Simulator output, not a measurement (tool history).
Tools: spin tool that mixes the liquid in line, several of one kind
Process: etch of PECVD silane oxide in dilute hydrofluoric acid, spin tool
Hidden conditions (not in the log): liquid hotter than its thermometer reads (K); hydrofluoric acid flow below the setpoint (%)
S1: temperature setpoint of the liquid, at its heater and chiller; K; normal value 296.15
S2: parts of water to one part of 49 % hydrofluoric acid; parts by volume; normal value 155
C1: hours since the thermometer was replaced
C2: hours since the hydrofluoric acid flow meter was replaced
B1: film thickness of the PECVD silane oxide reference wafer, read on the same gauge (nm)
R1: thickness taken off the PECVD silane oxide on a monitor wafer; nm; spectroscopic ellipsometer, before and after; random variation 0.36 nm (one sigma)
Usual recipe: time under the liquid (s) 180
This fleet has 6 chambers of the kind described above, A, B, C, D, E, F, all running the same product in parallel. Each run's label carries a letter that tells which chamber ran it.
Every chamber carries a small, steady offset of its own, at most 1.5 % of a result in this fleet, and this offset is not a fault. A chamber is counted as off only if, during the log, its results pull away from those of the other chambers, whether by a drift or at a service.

run 1D hour=3.4 | S1=296.15 S2=155 time_under_the_liquid_(s)=180 | C1=799.2 C2=465.4 | B1=100.01 | R1=40.292
run 2E hour=7 | S1=296.15 S2=155 time_under_the_liquid_(s)=180 | C1=1428 C2=1731.6 | B1=100 | R1=39.383
run 3B hour=9.9 | S1=296.15 S2=155 time_under_the_liquid_(s)=180 | C1=1881.5 C2=1978.5 | B1=99.994 | R1=40.575
run 4A hour=12.6 | S1=296.15 S2=155 time_under_the_liquid_(s)=180 | C1=368.4 C2=891 | B1=99.987 | R1=40.409
run 5F hour=15.5 | S1=296.15 S2=155 time_under_the_liquid_(s)=180 | C1=290.3 C2=420 | B1=100.02 | R1=39.874
run 6C hour=19 | S1=296.15 S2=155 time_under_the_liquid_(s)=180 | C1=162.4 C2=585.5 | B1=99.987 | R1=40.557
run 7B hour=22.1 | S1=296.15 S2=155 time_under_the_liquid_(s)=180 | C1=1893.7 C2=1990.7 | B1=100 | R1=39.997
run 8C hour=25.9 | S1=296.15 S2=155 time_under_the_liquid_(s)=180 | C1=169.3 C2=592.4 | B1=99.998 | R1=40.352
run 9E hour=30.1 | S1=296.15 S2=155 time_under_the_liquid_(s)=180 | C1=1451.1 C2=1754.7 | B1=99.998 | R1=39.486
run 10A hour=32.8 | S1=296.15 S2=155 time_under_the_liquid_(s)=180 | C1=388.6 C2=911.2 | B1=99.986 | R1=39.623
run 11D hour=36.7 | S1=296.15 S2=195 time_under_the_liquid_(s)=135 | C1=832.5 C2=498.7 | B1=99.99 | R1=22.706
run 12F hour=40 | S1=296.15 S2=195 time_under_the_liquid_(s)=135 | C1=314.8 C2=444.5 | B1=99.969 | R1=22.676
run 13D hour=43.5 | S1=296.15 S2=195 time_under_the_liquid_(s)=135 | C1=839.3 C2=505.5 | B1=100.01 | R1=22.965
run 14F hour=46.6 | S1=296.15 S2=195 time_under_the_liquid_(s)=135 | C1=321.4 C2=451.1 | B1=99.998 | R1=22.502
run 15B hour=50.9 | S1=296.15 S2=195 time_under_the_liquid_(s)=135 | C1=1922.5 C2=2019.5 | B1=100.02 | R1=23.374
run 16E hour=55 | S1=296.15 S2=195 time_under_the_liquid_(s)=135 | C1=1476 C2=1779.6 | B1=99.986 | R1=23.042
run 17A hour=57.9 | S1=296.15 S2=155 time_under_the_liquid_(s)=180 | C1=413.7 C2=936.3 | B1=100 | R1=39.363
run 18C hour=61.2 | S1=296.15 S2=155 time_under_the_liquid_(s)=180 | C1=204.6 C2=627.7 | B1=99.983 | R1=39.816
run 19B hour=63.9 | S1=292.65 S2=85 time_under_the_liquid_(s)=180 | C1=1935.5 C2=2032.5 | B1=100 | R1=70.135
run 20D hour=66.8 | S1=292.65 S2=85 time_under_the_liquid_(s)=180 | C1=862.6 C2=528.8 | B1=100 | R1=69.476
run 21F hour=69.1 | S1=292.65 S2=85 time_under_the_liquid_(s)=180 | C1=343.9 C2=473.6 | B1=100 | R1=69.451
run 22C hour=71.1 | S1=292.65 S2=85 time_under_the_liquid_(s)=180 | C1=214.5 C2=637.6 | B1=99.985 | R1=69.416
run 23A hour=74.2 | S1=292.65 S2=85 time_under_the_liquid_(s)=180 | C1=430 C2=952.6 | B1=99.996 | R1=63.815
-- hour=75.1 chamber B: hydrofluoric acid flow meter replaced
run 24E hour=78.1 | S1=292.65 S2=85 time_under_the_liquid_(s)=180 | C1=1499.1 C2=1802.7 | B1=100.01 | R1=67.454
run 25F hour=81.9 | S1=296.15 S2=155 time_under_the_liquid_(s)=180 | C1=356.7 C2=486.4 | B1=99.992 | R1=40.124
run 26C hour=86.1 | S1=296.15 S2=155 time_under_the_liquid_(s)=180 | C1=229.5 C2=652.6 | B1=100 | R1=39.871
run 27B hour=89.9 | S1=298.65 S2=155 time_under_the_liquid_(s)=180 | C1=1961.5 C2=14.8 | B1=100 | R1=43.985
run 28E hour=92.9 | S1=298.65 S2=155 time_under_the_liquid_(s)=180 | C1=1513.9 C2=1817.5 | B1=100.01 | R1=43.626
-- hour=94.2 chamber E: hydrofluoric acid flow meter replaced
run 29A hour=96.4 | S1=298.65 S2=155 time_under_the_liquid_(s)=180 | C1=452.2 C2=974.8 | B1=100.01 | R1=41.767
run 30D hour=98.7 | S1=298.65 S2=155 time_under_the_liquid_(s)=180 | C1=894.5 C2=560.7 | B1=100.02 | R1=44.719
run 31F hour=102.5 | S1=298.65 S2=155 time_under_the_liquid_(s)=180 | C1=377.3 C2=507 | B1=99.996 | R1=43.043
run 32D hour=106.6 | S1=298.65 S2=155 time_under_the_liquid_(s)=180 | C1=902.4 C2=568.6 | B1=100.01 | R1=44.609
run 33B hour=110.2 | S1=293.65 S2=155 time_under_the_liquid_(s)=180 | C1=1981.8 C2=35.1 | B1=99.987 | R1=37.112
run 34C hour=113.3 | S1=293.65 S2=155 time_under_the_liquid_(s)=180 | C1=256.7 C2=679.8 | B1=100.01 | R1=36.365
run 35A hour=115.7 | S1=293.65 S2=155 time_under_the_liquid_(s)=180 | C1=471.5 C2=994.1 | B1=100 | R1=33.609
run 36E hour=118.4 | S1=293.65 S2=155 time_under_the_liquid_(s)=180 | C1=1539.4 C2=24.2 | B1=100 | R1=36.057
run 37E hour=122.7 | S1=293.65 S2=155 time_under_the_liquid_(s)=180 | C1=1543.7 C2=28.5 | B1=99.998 | R1=36.153
run 38B hour=125 | S1=293.65 S2=155 time_under_the_liquid_(s)=180 | C1=1996.6 C2=49.9 | B1=100.01 | R1=36.37
run 39F hour=129.3 | S1=296.15 S2=155 time_under_the_liquid_(s)=180 | C1=404.1 C2=533.8 | B1=99.991 | R1=39.504
run 40C hour=132.9 | S1=296.15 S2=155 time_under_the_liquid_(s)=180 | C1=276.3 C2=699.4 | B1=100 | R1=39.712
run 41A hour=136.4 | S1=296.15 S2=155 time_under_the_liquid_(s)=180 | C1=492.2 C2=1014.8 | B1=99.987 | R1=36.449

Each of the 6 chambers runs these same settings next. Fill in every chamber's results:
run 42A hour=139.6 | S1=294.15 S2=155 time_under_the_liquid_(s)=180 | R1=?
run 42B hour=139.6 | S1=294.15 S2=155 time_under_the_liquid_(s)=180 | R1=?
run 42C hour=139.6 | S1=294.15 S2=155 time_under_the_liquid_(s)=180 | R1=?
run 42D hour=139.6 | S1=294.15 S2=155 time_under_the_liquid_(s)=180 | R1=?
run 42E hour=139.6 | S1=294.15 S2=155 time_under_the_liquid_(s)=180 | R1=?
run 42F hour=139.6 | S1=294.15 S2=155 time_under_the_liquid_(s)=180 | R1=?

run=42A R1=33.269
run=42B R1=37.844
run=42C R1=37.171
run=42D R1=36.954
run=42E R1=36.613
run=42F R1=36.422
